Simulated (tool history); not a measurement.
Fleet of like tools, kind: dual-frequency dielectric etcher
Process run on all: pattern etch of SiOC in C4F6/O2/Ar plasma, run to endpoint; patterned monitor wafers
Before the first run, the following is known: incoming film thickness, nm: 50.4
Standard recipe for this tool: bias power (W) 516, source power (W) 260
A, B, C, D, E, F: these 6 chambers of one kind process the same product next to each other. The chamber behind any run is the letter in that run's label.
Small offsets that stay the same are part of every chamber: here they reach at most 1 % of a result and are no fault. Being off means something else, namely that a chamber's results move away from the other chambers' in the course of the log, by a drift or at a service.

| run | hour | bias power (W) | source power (W) | hours since the last wet clean | hours since the last bias power generator calibration | hours since the last source power generator calibration | endpoint time (s) |
|---|---|---|---|---|---|---|---|
| 1D | 5.1 | 516 | 260 | 125.1 | 275.7 | 1147.0 | 19.472 |
|  | 7.2 | chamber C: wet clean of the chamber |
| 2C | 11.0 | 516 | 260 | 3.8 | 300.0 | 1108.2 | 19.871 |
| 3E | 20.6 | 516 | 260 | 495.5 | 1479.3 | 674.3 | 19.533 |
| 4F | 29.3 | 516 | 260 | 339.1 | 182.5 | 327.4 | 19.597 |
| 5B | 36.5 | 516 | 260 | 363.8 | 2085.8 | 778.4 | 19.719 |
| 6A | 41.5 | 516 | 260 | 353.4 | 2016.2 | 954.1 | 19.547 |
|  | 50.1 | chamber E: wet clean of the chamber |
| 7D | 50.1 | 516 | 260 | 170.1 | 320.7 | 1192.0 | 19.327 |
| 8F | 57.4 | 516 | 280 | 367.2 | 210.6 | 355.5 | 19.058 |
| 9B | 62.5 | 516 | 280 | 389.8 | 2111.8 | 804.4 | 18.998 |
| 10C | 71.6 | 516 | 280 | 64.4 | 360.6 | 1168.8 | 19.377 |
| 11E | 77.8 | 516 | 280 | 27.7 | 1536.5 | 731.5 | 19.171 |
| 12A | 84.2 | 516 | 280 | 396.1 | 2058.9 | 996.8 | 18.916 |
|  | 86.2 | chamber A: wet clean of the chamber |
| 13F | 93.6 | 516 | 280 | 403.4 | 246.8 | 391.7 | 18.988 |
| 14B | 103.3 | 516 | 260 | 430.6 | 2152.6 | 845.2 | 19.605 |
| 15A | 110.7 | 516 | 260 | 24.5 | 2085.4 | 1023.3 | 19.617 |
| 16C | 118.2 | 516 | 260 | 111.0 | 407.2 | 1215.4 | 19.599 |
| 17D | 126.8 | 516 | 260 | 246.8 | 397.4 | 1268.7 | 19.738 |
| 18E | 131.7 | 516 | 260 | 81.6 | 1590.4 | 785.4 | 19.785 |
| 19C | 136.7 | 516 | 260 | 129.5 | 425.7 | 1233.9 | 19.820 |
| 20B | 146.1 | 516 | 260 | 473.4 | 2195.4 | 888.0 | 19.585 |
| 21F | 151.5 | 516 | 260 | 461.3 | 304.7 | 449.6 | 19.901 |
| 22E | 156.9 | 516 | 260 | 106.8 | 1615.6 | 810.6 | 19.782 |
| 23D | 164.3 | 516 | 260 | 284.3 | 434.9 | 1306.2 | 19.683 |
| 24A | 172.4 | 516 | 260 | 86.2 | 2147.1 | 1085.0 | 19.630 |
| 25F | 181.5 | 516 | 260 | 491.3 | 334.7 | 479.6 | 19.428 |
| 26E | 188.9 | 516 | 260 | 138.8 | 1647.6 | 842.6 | 19.618 |
| 27B | 197.4 | 516 | 260 | 524.7 | 2246.7 | 939.3 | 19.363 |
| 28C | 204.4 | 516 | 220 | 197.2 | 493.4 | 1301.6 | 21.062 |
| 29D | 212.4 | 516 | 220 | 332.4 | 483.0 | 1354.3 | 20.866 |
| 30A | 218.2 | 516 | 220 | 132.0 | 2192.9 | 1130.8 | 20.908 |
| 31A | 222.6 | 516 | 220 | 136.4 | 2197.3 | 1135.2 | 20.903 |
| 32C | 227.2 | 516 | 220 | 220.0 | 516.2 | 1324.4 | 21.011 |
|  | 230.1 | chamber D: wet clean of the chamber |
| 33F | 237.1 | 516 | 220 | 546.9 | 390.3 | 535.2 | 20.896 |
| 34D | 243.2 | 516 | 260 | 13.1 | 513.8 | 1385.1 | 19.554 |
| 35E | 252.9 | 516 | 260 | 202.8 | 1711.6 | 906.6 | 19.623 |
| 36B | 259.6 | 516 | 200 | 586.9 | 2308.9 | 1001.5 | 21.603 |
| 37C | 269.1 | 516 | 200 | 261.9 | 558.1 | 1366.3 | 21.818 |
| 38B | 274.7 | 516 | 200 | 602.0 | 2324.0 | 1016.6 | 21.440 |
| 39F | 279.7 | 516 | 200 | 589.5 | 432.9 | 577.8 | 21.556 |
| 40D | 286.1 | 516 | 200 | 56.0 | 556.7 | 1428.0 | 21.474 |

Predict what each chamber gives when all 6 of them run the settings below next.
| 41A | 293.3 | 516 | 260 |  |  |  | ? |
| 41B | 293.3 | 516 | 260 |  |  |  | ? |
| 41C | 293.3 | 516 | 260 |  |  |  | ? |
| 41D | 293.3 | 516 | 260 |  |  |  | ? |
| 41E | 293.3 | 516 | 260 |  |  |  | ? |
| 41F | 293.3 | 516 | 260 |  |  |  | ? |

| run | endpoint time (s) |
|---|---|
| 41A | 19.420 |
| 41B | 19.426 |
| 41C | 19.864 |
| 41D | 19.614 |
| 41E | 19.753 |
| 41F | 19.573 |

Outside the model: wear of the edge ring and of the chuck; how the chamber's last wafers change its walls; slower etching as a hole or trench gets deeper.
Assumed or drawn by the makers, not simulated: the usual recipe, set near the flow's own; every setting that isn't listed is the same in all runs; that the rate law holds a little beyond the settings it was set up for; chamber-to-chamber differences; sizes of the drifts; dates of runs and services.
